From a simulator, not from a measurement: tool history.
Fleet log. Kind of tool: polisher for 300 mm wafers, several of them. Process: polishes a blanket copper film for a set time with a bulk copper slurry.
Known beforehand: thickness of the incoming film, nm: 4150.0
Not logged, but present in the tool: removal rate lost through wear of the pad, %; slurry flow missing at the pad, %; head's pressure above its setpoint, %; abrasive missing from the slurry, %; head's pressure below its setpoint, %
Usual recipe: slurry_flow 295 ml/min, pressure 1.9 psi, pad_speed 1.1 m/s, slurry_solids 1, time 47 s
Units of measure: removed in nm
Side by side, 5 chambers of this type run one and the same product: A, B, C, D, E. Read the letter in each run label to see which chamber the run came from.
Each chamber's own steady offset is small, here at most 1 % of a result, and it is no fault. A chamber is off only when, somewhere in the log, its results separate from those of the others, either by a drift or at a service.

run   hour  slurry_flow  pressure  pad_speed  slurry_solids  time  wafers polished on this pad  hours since the slurry nozzle was cleaned  hours since the head pressure was calibrated  hours since the slurry blender was calibrated  removed
 1E    3.2          295       1.9        1.1              1    47                          512                                      193.2                                        1173.9                                          102.9   261.66
 2C    5.5          295       1.9        1.1              1    47                          791                                      520.1                                          16.5                                          108.6   267.71
 3B    9.8          295       1.9        1.1              1    47                          561                                      468.6                                         353.8                                           12.8   267.33
 4D     13          295       1.9        1.1              1    47                          533                                      599.9                                         378.5                                          118.2   266.56
      16.4  -- chamber C: worn pad replaced by a new one
 5A   17.4          295       1.9        1.1              1    47                          887                                       42.7                                          91.1                                           82.3   266.78
 6D   21.1          295       1.9        1.1              1    47                          630                                        608                                         386.6                                          126.3   263.59
 7E   23.5          295       1.9        1.1              1    47                          754                                      213.5                                        1194.2                                          123.2   263.99
 8A   27.2          330       1.9        1.1              1    47                         1004                                       52.5                                         100.9                                           92.1   262.74
      27.7  -- chamber C: slurry blender recalibrated
 9B   30.3          330       1.9        1.1              1    47                          806                                      489.1                                         374.3                                           33.3   272.14
10C   34.6          330       1.9        1.1              1    47                          218                                      549.2                                          45.6                                              7    273.6
11C   38.9          330       1.9        1.1              1    47                          269                                      553.5                                          49.9                                           11.3   272.81
      42.3  -- chamber B: worn pad replaced by a new one
12D   42.9          330       1.9        1.1              1    47                          890                                      629.8                                         408.4                                          148.1   265.51
13E     47          295       1.9        1.1              1    47                         1035                                        237                                        1217.7                                          146.7   263.43
14A   51.5          295       1.9        1.1              1    47                         1294                                       76.8                                         125.2                                          116.4   265.61
15B   55.3          295       1.9        1.1              1    47                          156                                      514.1                                         399.3                                           58.3   265.87
16E   58.7          295       1.9        1.1           0.75    52                         1175                                      248.7                                        1229.4                                          158.4   272.41
        61  -- chamber C: slurry nozzle cleaned
17A   61.8          295       1.9        1.1           0.75    52                         1417                                       87.1                                         135.5                                          126.7   273.75
18D   65.3          295       1.9        1.1           0.75    52                         1158                                      652.2                                         430.8                                          170.5   269.01
      68.5  -- chamber B: slurry nozzle cleaned
      68.8  -- chamber E: worn pad replaced by a new one
19B   68.9          295       1.9        1.1           0.75    52                          319                                        0.4                                         412.9                                           71.9   282.46
        70  -- chamber D: slurry nozzle cleaned
      70.7  -- chamber A: worn pad replaced by a new one
20C   72.9          295       1.9        1.1           0.75    52                          676                                         12                                          83.9                                           45.3   277.55
21E   76.1          295       1.9        1.1              1    47                           88                                      266.1                                        1246.8                                          175.8   261.19
      77.5  -- chamber A: slurry blender recalibrated
22D   79.1          295       1.9        1.1              1    47                         1323                                        9.1                                         444.6                                          184.3   257.87
23B   82.4          295       1.9        1.1              1    47                          480                                       13.9                                         426.4                                           85.4   268.63
24C   85.1          295       1.9        1.1              1    47                          822                                       24.2                                          96.1                                           57.5   265.48
25A   87.4          295       1.9        1.1              1    47                          199                                      112.7                                         161.1                                             10    269.6
26B   90.6          295       1.9        1.1              1    47                          578                                       22.1                                         434.6                                           93.6   266.02
27D   92.7          295       1.9        1.1              1    47                         1486                                       22.7                                         458.2                                          197.9   250.64
28E   96.6          295       1.9        1.1              1    47                          333                                      286.6                                        1267.3                                          196.3   264.25
      98.8  -- chamber C: worn pad replaced by a new one
29A  100.9          295       1.9        1.1              1    47                          361                                      126.2                                         174.6                                           23.5   264.81
30C  105.4          295       1.4        1.1              1    53                           79                                       44.5                                         116.4                                           77.8   223.13
31E  108.8          295       1.4        1.1              1    53                          479                                      298.8                                        1279.5                                          208.5   220.57
32C  113.1          295       1.4        1.1              1    53                          171                                       52.2                                         124.1                                           85.5   225.63
     113.4  -- chamber B: worn pad replaced by a new one
33B  115.5          295       1.4        1.1              1    53                           26                                         47                                         459.5                                          118.5   224.32
34A  119.5          295       1.4        1.1              1    53                          583                                      144.8                                         193.2                                           42.1   218.12

Each of the 5 chambers runs these same settings next. Fill in every chamber's results:
35A  122.8          295       1.9        1.1              1    47                                                                                                                                                                             ?
35B  122.8          295       1.9        1.1              1    47                                                                                                                                                                             ?
35C  122.8          295       1.9        1.1              1    47                                                                                                                                                                             ?
35D  122.8          295       1.9        1.1              1    47                                                                                                                                                                             ?
35E  122.8          295       1.9        1.1              1    47                                                                                                                                                                             ?

run  removed
35A   262.12
35B   269.15
35C   266.74
35D   247.23
35E   259.98
